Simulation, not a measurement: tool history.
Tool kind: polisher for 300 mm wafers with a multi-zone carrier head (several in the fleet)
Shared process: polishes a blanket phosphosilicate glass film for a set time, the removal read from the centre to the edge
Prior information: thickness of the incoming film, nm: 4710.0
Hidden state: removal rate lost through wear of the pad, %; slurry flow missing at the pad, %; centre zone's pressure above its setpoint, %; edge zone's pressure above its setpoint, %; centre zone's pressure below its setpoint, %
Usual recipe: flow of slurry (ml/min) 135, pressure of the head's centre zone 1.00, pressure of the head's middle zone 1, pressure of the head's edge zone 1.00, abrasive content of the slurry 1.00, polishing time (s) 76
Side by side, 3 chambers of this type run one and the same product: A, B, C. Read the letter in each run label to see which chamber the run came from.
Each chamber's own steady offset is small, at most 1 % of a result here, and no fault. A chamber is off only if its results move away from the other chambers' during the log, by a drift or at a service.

run	day	flow of slurry (ml/min)	pressure of the head's centre zone	pressure of the head's middle zone	pressure of the head's edge zone	abrasive content of the slurry	polishing time (s)	wafers polished on this pad	hours since the slurry nozzle was cleaned	hours since the centre zone pressure was calibrated	hours since the edge zone pressure was calibrated	film removed at the wafer's centre (angstrom)	film removed at mid-radius (angstrom)	film removed at the wafer's edge (angstrom)
1C	0.238	135	1.00	1	1.00	1.00	76	289	216.0	322.3	498.0	5956.2	5944.0	6031.7
2B	0.546	135	1.00	1	1.00	1.00	76	571	36.3	16.9	142.0	6056.5	5912.0	5849.0
3A	0.825	135	1.00	1	1.00	1.00	76	1251	380.9	58.6	842.8	5804.8	5923.2	6051.8
4C	1.021	135	1.00	1	1.00	1.00	76	435	234.8	341.1	516.8	5723.0	5915.6	5925.2
5A	1.267	135	1.00	1	1.00	1.00	76	1333	391.5	69.2	853.4	5813.5	5876.5	5873.2
6B	1.496	135	1.00	1	1.10	1.15	76	748	59.1	39.7	164.8	6232.3	6277.1	6580.3
7A	1.808	135	1.00	1	1.10	1.15	76	1434	404.5	82.2	866.4	6235.0	6286.3	6555.7
# day 2.012: chamber A: worn pad replaced by a new one
8C	2.138	135	1.00	1	1.10	1.15	76	643	261.6	367.9	543.6	6281.7	6228.3	6671.0
# day 2.183: chamber B: worn pad replaced by a new one
9B	2.388	110	1.00	1	1.00	1.00	76	38	80.5	61.1	186.2	5597.4	5630.7	5701.3
# day 2.450: chamber C: slurry nozzle cleaned
10A	2.717	110	1.00	1	1.00	1.00	76	131	426.3	104.0	888.2	5606.9	5607.4	5701.4
11B	2.967	110	1.00	1	1.00	1.00	76	146	94.4	75.0	200.1	5511.6	5682.1	5696.6
12C	3.142	135	1.00	1	1.00	1.00	76	830	16.6	392.0	567.7	5958.2	5876.2	5869.8
13C	3.338	135	1.00	1	1.00	1.00	76	866	21.3	396.7	572.4	5947.1	5900.7	5980.8
14A	3.579	135	1.00	1	1.00	1.00	76	291	447.0	124.7	908.9	5913.1	5902.2	5870.3
15B	3.850	135	1.00	1	1.00	1.00	76	310	115.6	96.2	221.3	5888.8	5915.1	5888.5
16C	4.062	135	1.00	1	1.00	1.00	76	1001	38.7	414.1	589.8	5848.8	5968.2	5947.9
17B	4.342	135	1.00	1	0.92	1.00	76	402	127.4	108.0	233.1	5928.7	5951.2	5693.4
18A	4.629	135	1.00	1	0.92	1.00	76	487	472.2	149.9	934.1	5860.9	5918.3	5461.0
# day 4.712: chamber C: worn pad replaced by a new one
19C	4.783	135	1.00	1	0.92	1.00	76	13	56.0	431.4	607.1	5868.4	5903.0	5641.4
# day 4.954: chamber A: edge zone pressure recalibrated
20B	4.958	135	1.00	1	1.00	1.00	76	517	142.2	122.8	247.9	5846.7	5838.5	5921.9
21A	5.171	135	1.08	1	1.00	1.00	76	587	485.2	162.9	5.2	6420.9	5968.6	5888.7
22A	5.367	135	1.08	1	1.00	1.00	76	624	489.9	167.6	9.9	6440.7	5961.1	5858.3
23C	5.596	135	1.08	1	1.00	1.00	76	165	75.5	450.9	626.6	6318.6	5735.6	5983.3
24B	5.812	135	1.00	1	1.00	1.00	76	676	162.7	143.3	268.4	5889.0	5824.0	5890.8
# day 5.925: chamber C: edge zone pressure recalibrated
25C	6.096	135	1.00	1	1.00	1.00	76	258	87.5	462.9	4.2	5871.9	5908.5	5873.4
# day 6.242: chamber B: worn pad replaced by a new one
26A	6.375	135	1.00	1	1.00	1.00	76	812	514.1	191.8	34.1	5864.5	5855.8	5788.0
27B	6.588	135	1.00	1	1.00	1.00	76	64	181.3	161.9	287.0	5921.0	5844.7	5916.7
28B	6.888	135	1.00	1	1.00	1.00	76	120	188.5	169.1	294.2	5781.3	5865.3	5786.1
29C	7.029	135	1.00	1	1.00	0.85	85	431	109.9	485.3	26.6	5923.6	6054.1	6074.4
30A	7.192	135	1.00	1	1.00	0.85	85	964	533.7	211.4	53.7	6010.6	6041.9	5971.5
31C	7.388	135	1.00	1	1.00	0.85	85	498	118.5	493.9	35.2	6028.8	6088.7	6161.3
32A	7.633	135	1.00	1	1.00	1.00	76	1046	544.3	222.0	64.3	5791.8	5923.9	5796.5
33B	7.896	135	1.00	1	1.00	1.00	76	308	212.7	193.3	318.4	5865.6	5813.5	5810.0
34B	8.162	135	1.00	1	1.00	1.00	76	357	219.1	199.7	324.8	5872.2	5856.7	5787.2
# day 8.262: chamber B: slurry nozzle cleaned
35A	8.325	135	1.00	1	1.00	1.00	76	1175	560.9	238.6	80.9	5902.4	5883.3	5911.9
36C	8.558	135	1.00	1	1.00	1.00	76	716	146.6	522.0	63.3	5966.1	5948.2	5920.1
37C	8.758	135	1.00	1	1.00	1.00	76	753	151.4	526.8	68.1	5873.7	5872.4	5847.1
38A	8.938	135	1.00	1	1.00	1.00	76	1289	575.6	253.3	95.6	6035.3	5838.1	5832.2
39B	9.146	135	1.00	1	1.00	1.00	76	540	21.2	223.3	348.4	5894.5	5834.4	5859.8
# day 9.308: chamber A: worn pad replaced by a new one
40A	9.400	135	0.92	1	1.00	1.00	76	17	586.7	264.4	106.7	5364.1	5812.1	5876.0

All chambers now run identical settings, listed one chamber a line with results as question marks. What results will each chamber show?
41A	9.638	135	1.00	1	1.00	1.00	89					?	?	?
41B	9.638	135	1.00	1	1.00	1.00	89					?	?	?
41C	9.638	135	1.00	1	1.00	1.00	89					?	?	?

run	film removed at the wafer's centre (angstrom)	film removed at mid-radius (angstrom)	film removed at the wafer's edge (angstrom)
41A	7005.7	6840.9	6807.7
41B	6850.7	6906.7	6778.9
41C	6928.4	6888.7	6875.1
